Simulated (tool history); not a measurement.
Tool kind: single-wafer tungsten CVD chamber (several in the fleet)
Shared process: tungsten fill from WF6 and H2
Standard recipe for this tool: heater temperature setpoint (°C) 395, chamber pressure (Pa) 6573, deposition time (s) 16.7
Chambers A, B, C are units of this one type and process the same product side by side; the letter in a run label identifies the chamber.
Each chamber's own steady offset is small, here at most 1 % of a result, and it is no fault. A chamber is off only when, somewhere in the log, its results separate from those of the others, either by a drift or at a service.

run	hour	heater temperature setpoint (°C)	chamber pressure (Pa)	deposition time (s)	hours since the last thermocouple change	hours since the last manometer calibration	read-back reference wafer on the same gauge, thickness_nm	mean film thickness on the monitor wafer (nm)
1B	7.5	395	6573	16.7	1044.9	2213.4	64.986	55.352
2C	11.0	395	6573	16.7	442.9	1677.0	65.047	55.433
3A	17.3	395	6573	16.7	1146.6	125.3	65.044	55.113
4A	21.1	395	6573	16.7	1150.4	129.1	65.050	55.577
5B	28.8	395	6573	16.7	1066.2	2234.7	64.995	55.382
6C	33.0	395	6573	16.7	464.9	1699.0	64.966	55.906
7A	37.0	395	6573	16.7	1166.3	145.0	64.963	55.100
8C	41.5	395	7533	19.2	473.4	1707.5	64.972	68.342
9B	45.0	395	7533	19.2	1082.4	2250.9	64.977	67.976
10A	52.0	395	7533	19.2	1181.3	160.0	65.000	67.221
11B	56.5	395	6573	16.7	1093.9	2262.4	65.046	55.227
12C	64.2	400	6573	19.8	496.1	1730.2	64.948	72.157
13A	69.7	400	6573	19.8	1199.0	177.7	65.008	72.102
14C	73.9	400	6573	19.8	505.8	1739.9	64.973	72.725
15B	80.2	395	6573	16.7	1117.6	2286.1	64.973	55.470
16A	86.2	395	6573	16.7	1215.5	194.2	64.986	55.484
17B	90.9	395	6573	16.7	1128.3	2296.8	64.962	55.453
18C	95.8	395	6573	16.7	527.7	1761.8	65.017	55.714
19C	99.6	395	5093	16.7	531.5	1765.6	64.949	49.407
20B	106.0	395	5093	16.7	1143.4	2311.9	64.960	49.389
21A	110.2	395	5093	16.7	1239.5	218.2	64.982	48.814
22B	115.8	395	6573	16.7	1153.2	2321.7	65.024	55.812
23A	123.3	395	6573	16.7	1252.6	231.3	64.915	55.164
24C	129.2	395	6573	16.7	561.1	1795.2	65.048	55.660
25A	136.8	395	6573	16.7	1266.1	244.8	64.983	55.759
26C	142.6	395	6573	16.7	574.5	1808.6	64.929	55.653
27B	149.0	395	6573	16.7	1186.4	2354.9	65.052	55.584
28A	155.0	395	6573	16.7	1284.3	263.0	64.918	54.944
# hour 155.1: chamber C: capacitance manometer re-zeroed and calibrated
29B	160.8	395	6573	16.7	1198.2	2366.7	65.047	55.449
30C	165.8	395	6573	16.7	597.7	10.8	65.019	55.503

Decide between three cases: one chamber stands off from its peers, the gauge reading all wafers drifts, or nothing is wrong past each chamber's small offset. Where a chamber is off, say which and what most likely put it there.

All chambers stay in line apart from their small fixed offsets, and the gauge does not drift.
